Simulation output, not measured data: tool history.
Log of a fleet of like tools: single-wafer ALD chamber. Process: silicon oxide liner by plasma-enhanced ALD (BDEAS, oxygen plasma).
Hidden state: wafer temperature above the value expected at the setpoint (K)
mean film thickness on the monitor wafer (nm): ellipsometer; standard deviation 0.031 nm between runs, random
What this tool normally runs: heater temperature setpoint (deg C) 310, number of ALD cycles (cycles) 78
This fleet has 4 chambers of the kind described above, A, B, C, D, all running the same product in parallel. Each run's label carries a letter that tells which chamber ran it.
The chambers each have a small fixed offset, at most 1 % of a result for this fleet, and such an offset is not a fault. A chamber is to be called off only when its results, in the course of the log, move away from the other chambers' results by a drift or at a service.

run,day,heater temperature setpoint (deg C),number of ALD cycles (cycles),hours since the last thermocouple change,"read-back reference wafer on the same gauge, thickness_nm",mean film thickness on the monitor wafer (nm)
1D,0.275,310,78,122.9,6.5800,7.1418
2C,0.742,310,78,232.8,6.5797,7.1066
3B,1.112,310,78,145.5,6.5797,7.1505
4A,1.654,310,78,341.1,6.5848,7.1082
5B,2.050,310,78,168.0,6.5785,7.1769
6C,2.446,310,78,273.7,6.5816,7.1180
7A,2.842,317,78,369.6,6.5786,7.0239
8D,3.317,317,78,195.9,6.5815,7.0973
9B,3.717,317,78,208.0,6.5795,7.1242
10D,4.229,317,78,217.8,6.5749,7.0826
11A,4.729,301,78,414.9,6.5845,7.1619
12C,5.071,301,78,336.7,6.5878,7.2005
13B,5.350,301,78,247.2,6.5796,7.3047
14A,5.846,301,78,441.7,6.5822,7.2073
15D,6.196,310,78,265.0,6.5872,7.1545
16C,6.550,310,78,372.2,6.5713,7.0946
17B,6.858,310,78,283.4,6.5807,7.2160
18D,7.300,310,78,291.5,6.5701,7.1274
19A,7.792,310,78,488.4,6.5831,7.0870
20C,8.108,310,78,409.6,6.5841,7.1040
21D,8.446,310,78,319.0,6.5844,7.1755
22B,8.971,310,78,334.1,6.5793,7.1162
23A,9.462,310,78,528.5,6.5814,7.1044
24C,9.783,310,78,449.8,6.5781,7.1259
25D,10.033,302,65,357.1,6.5809,6.0720
26B,10.488,302,65,370.5,6.5763,6.0246
27C,11.012,302,65,479.3,6.5776,6.0212
28A,11.438,302,65,575.9,6.5870,5.9984
29C,11.942,310,78,501.6,6.5770,7.1567
30B,12.383,310,87,416.0,6.5849,8.0465
31A,12.800,310,87,608.6,6.5823,7.8295
32D,13.267,310,87,434.7,6.5806,7.9702
33B,13.725,310,87,448.2,6.5752,7.9502
34A,14.183,310,78,641.8,6.5839,7.1075
35C,14.646,310,78,566.5,6.5714,7.1424
36D,15.138,310,78,479.6,6.5866,7.0791

Each of the 4 chambers runs these same settings next. Fill in every chamber's results:
37A,15.546,310,78,,,?
37B,15.546,310,78,,,?
37C,15.546,310,78,,,?
37D,15.546,310,78,,,?

run,mean film thickness on the monitor wafer (nm)
37A,7.1307
37B,7.2547
37C,7.1227
37D,7.1621
